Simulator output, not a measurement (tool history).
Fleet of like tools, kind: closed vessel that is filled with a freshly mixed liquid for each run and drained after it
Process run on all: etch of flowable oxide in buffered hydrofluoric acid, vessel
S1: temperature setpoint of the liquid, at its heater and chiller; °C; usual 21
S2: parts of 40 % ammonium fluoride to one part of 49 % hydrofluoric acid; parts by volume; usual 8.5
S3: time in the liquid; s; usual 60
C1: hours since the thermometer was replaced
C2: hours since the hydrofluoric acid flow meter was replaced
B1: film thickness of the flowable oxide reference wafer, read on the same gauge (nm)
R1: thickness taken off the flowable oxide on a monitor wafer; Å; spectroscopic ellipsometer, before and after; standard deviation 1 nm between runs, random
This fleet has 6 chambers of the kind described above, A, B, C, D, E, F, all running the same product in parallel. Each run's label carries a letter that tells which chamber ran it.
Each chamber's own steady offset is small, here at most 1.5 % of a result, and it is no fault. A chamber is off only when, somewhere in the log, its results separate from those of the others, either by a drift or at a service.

{"run": "1C", "hour": 5.9, "S1": 21, "S2": 8.5, "S3": 60, "C1": 837, "C2": 1366.5, "B1": 79.993, "R1": 1229.6}
{"run": "2E", "hour": 9.3, "S1": 21, "S2": 8.5, "S3": 60, "C1": 11.3, "C2": 333.9, "B1": 80.014, "R1": 1251.5}
{"run": "3A", "hour": 13.6, "S1": 21, "S2": 8.5, "S3": 60, "C1": 2267.5, "C2": 1082.2, "B1": 80.017, "R1": 1201.6}
{"run": "4B", "hour": 19.1, "S1": 21, "S2": 8.5, "S3": 60, "C1": 1029.7, "C2": 1861.3, "B1": 80.015, "R1": 1240}
{"run": "5F", "hour": 26.4, "S1": 21, "S2": 8.5, "S3": 60, "C1": 1427.8, "C2": 871.4, "B1": 80, "R1": 1212.8}
{"run": "6D", "hour": 30.7, "S1": 21, "S2": 6, "S3": 60, "C1": 767.4, "C2": 461.8, "B1": 80.002, "R1": 1730.2}
{"run": "7F", "hour": 37.0, "S1": 21, "S2": 6, "S3": 60, "C1": 1438.4, "C2": 882, "B1": 80.014, "R1": 1748.9}
{"run": "8E", "hour": 42.5, "S1": 21, "S2": 6, "S3": 60, "C1": 44.5, "C2": 367.1, "B1": 79.998, "R1": 1715.8}
{"run": "9B", "hour": 46.8, "S1": 21, "S2": 6, "S3": 60, "C1": 1057.4, "C2": 1889, "B1": 79.99, "R1": 1722.6}
{"run": "10C", "hour": 51.8, "S1": 21, "S2": 6, "S3": 60, "C1": 882.9, "C2": 1412.4, "B1": 79.985, "R1": 1730}
{"run": "11D", "hour": 56.0, "S1": 21, "S2": 6, "S3": 60, "C1": 792.7, "C2": 487.1, "B1": 79.997, "R1": 1725.1}
{"run": "12A", "hour": 60.2, "S1": 21, "S2": 8.5, "S3": 60, "C1": 2314.1, "C2": 1128.8, "B1": 80.007, "R1": 1217.2}
{"run": "13C", "hour": 67.4, "S1": 21, "S2": 8.5, "S3": 60, "C1": 898.5, "C2": 1428, "B1": 79.998, "R1": 1231.9}
{"run": "14E", "hour": 73.9, "S1": 21, "S2": 8.5, "S3": 60, "C1": 75.9, "C2": 398.5, "B1": 80.013, "R1": 1237.6}
{"run": "15B", "hour": 81.0, "S1": 21, "S2": 8.5, "S3": 60, "C1": 1091.6, "C2": 1923.2, "B1": 80.006, "R1": 1211}
{"run": "16F", "hour": 86.9, "S1": 21, "S2": 8.5, "S3": 60, "C1": 1488.3, "C2": 931.9, "B1": 80.001, "R1": 1239.5}
{"run": "17A", "hour": 93.0, "S1": 21, "S2": 8.5, "S3": 60, "C1": 2346.9, "C2": 1161.6, "B1": 79.991, "R1": 1203.4}
{"hour": 95.6, "done": "chamber E: hydrofluoric acid flow meter replaced"}
{"run": "18D", "hour": 97.1, "S1": 21, "S2": 5, "S3": 60, "C1": 833.8, "C2": 528.2, "B1": 79.995, "R1": 2001.4}
{"run": "19A", "hour": 104.3, "S1": 21, "S2": 5, "S3": 60, "C1": 2358.2, "C2": 1172.9, "B1": 80.009, "R1": 1991.6}
{"run": "20B", "hour": 109.5, "S1": 21, "S2": 5, "S3": 60, "C1": 1120.1, "C2": 1951.7, "B1": 79.993, "R1": 2021.2}
{"run": "21D", "hour": 114.7, "S1": 21, "S2": 5, "S3": 60, "C1": 851.4, "C2": 545.8, "B1": 80.011, "R1": 2019.9}
{"run": "22F", "hour": 120.5, "S1": 21, "S2": 5, "S3": 60, "C1": 1521.9, "C2": 965.5, "B1": 79.989, "R1": 2046.9}
{"run": "23C", "hour": 125.5, "S1": 21, "S2": 5, "S3": 60, "C1": 956.6, "C2": 1486.1, "B1": 80.006, "R1": 2035.2}
{"run": "24E", "hour": 131.7, "S1": 21, "S2": 8.5, "S3": 60, "C1": 133.7, "C2": 36.1, "B1": 79.992, "R1": 1234}
{"run": "25B", "hour": 139.4, "S1": 21, "S2": 8.5, "S3": 60, "C1": 1150, "C2": 1981.6, "B1": 80.008, "R1": 1246.1}
{"run": "26F", "hour": 146.7, "S1": 21, "S2": 8.5, "S3": 60, "C1": 1548.1, "C2": 991.7, "B1": 80.001, "R1": 1263.3}
{"run": "27A", "hour": 153.3, "S1": 21, "S2": 8.5, "S3": 60, "C1": 2407.2, "C2": 1221.9, "B1": 79.997, "R1": 1209.7}
{"run": "28E", "hour": 157.9, "S1": 21, "S2": 8.5, "S3": 60, "C1": 159.9, "C2": 62.3, "B1": 80.005, "R1": 1218.5}
{"run": "29C", "hour": 162.8, "S1": 21, "S2": 8.5, "S3": 60, "C1": 993.9, "C2": 1523.4, "B1": 80.015, "R1": 1236.8}
{"run": "30D", "hour": 170.4, "S1": 21, "S2": 8.5, "S3": 60, "C1": 907.1, "C2": 601.5, "B1": 79.99, "R1": 1239.9}
{"run": "31C", "hour": 177.7, "S1": 21, "S2": 8.5, "S3": 60, "C1": 1008.8, "C2": 1538.3, "B1": 79.984, "R1": 1213.2}
{"run": "32B", "hour": 185.2, "S1": 21, "S2": 8.5, "S3": 30, "C1": 1195.8, "C2": 2027.4, "B1": 80.007, "R1": 618.46}
{"run": "33F", "hour": 192.1, "S1": 21, "S2": 8.5, "S3": 30, "C1": 1593.5, "C2": 1037.1, "B1": 80.022, "R1": 641.89}
{"run": "34E", "hour": 197.4, "S1": 21, "S2": 8.5, "S3": 30, "C1": 199.4, "C2": 101.8, "B1": 79.981, "R1": 604.46}
{"run": "35D", "hour": 201.8, "S1": 21, "S2": 8.5, "S3": 30, "C1": 938.5, "C2": 632.9, "B1": 80.026, "R1": 611.77}
{"run": "36A", "hour": 206.9, "S1": 21, "S2": 8.5, "S3": 30, "C1": 2460.8, "C2": 1275.5, "B1": 80.006, "R1": 611.26}
{"run": "37F", "hour": 212.7, "S1": 21, "S2": 8.5, "S3": 30, "C1": 1614.1, "C2": 1057.7, "B1": 79.986, "R1": 643.75}
{"run": "38B", "hour": 217.8, "S1": 21, "S2": 8.5, "S3": 75, "C1": 1228.4, "C2": 2060, "B1": 79.983, "R1": 1530.6}
{"run": "39D", "hour": 222.4, "S1": 21, "S2": 8.5, "S3": 75, "C1": 959.1, "C2": 653.5, "B1": 80.007, "R1": 1521.4}
{"run": "40E", "hour": 225.8, "S1": 21, "S2": 8.5, "S3": 75, "C1": 227.8, "C2": 130.2, "B1": 80.002, "R1": 1513.5}

Is one chamber off against the others, does the gauge drift, or is nothing wrong? If a chamber is off, say which, and what the likeliest cause is.

Chamber F drifts away from the others.
Cause: liquid hotter than its thermometer reads (K) = 0.803.
With only this log, it may be confused with: hydrofluoric acid flow above the setpoint (%).

Here are 4 candidates for chamber F's next run, each the usual settings with a change, their results left as question marks. Which one brings its results back in line with what the others give on the usual settings?
A result is in line if it is within this distance of the other chambers' mean on the usual settings: R1 35 Å
{"run": "41F-1", "hour": 231.3, "S1": 20.5, "S2": 8.5, "S3": 55, "R1": "?"}
{"run": "41F-2", "hour": 231.3, "S1": 20, "S2": 8.5, "S3": 60, "R1": "?"}
{"run": "41F-3", "hour": 231.3, "S1": 22, "S2": 8.5, "S3": 60, "R1": "?"}
{"run": "41F-4", "hour": 231.3, "S1": 21.5, "S2": 8, "S3": 60, "R1": "?"}

The other chambers' mean on the usual settings: R1 1224.6 Å
run=41F-1 R1=1146.9
run=41F-2 R1=1216.9
run=41F-3 R1=1359.1
run=41F-4 R1=1412.2
The right change is 41F-2: it brings the chamber back within the allowed miss of the others.

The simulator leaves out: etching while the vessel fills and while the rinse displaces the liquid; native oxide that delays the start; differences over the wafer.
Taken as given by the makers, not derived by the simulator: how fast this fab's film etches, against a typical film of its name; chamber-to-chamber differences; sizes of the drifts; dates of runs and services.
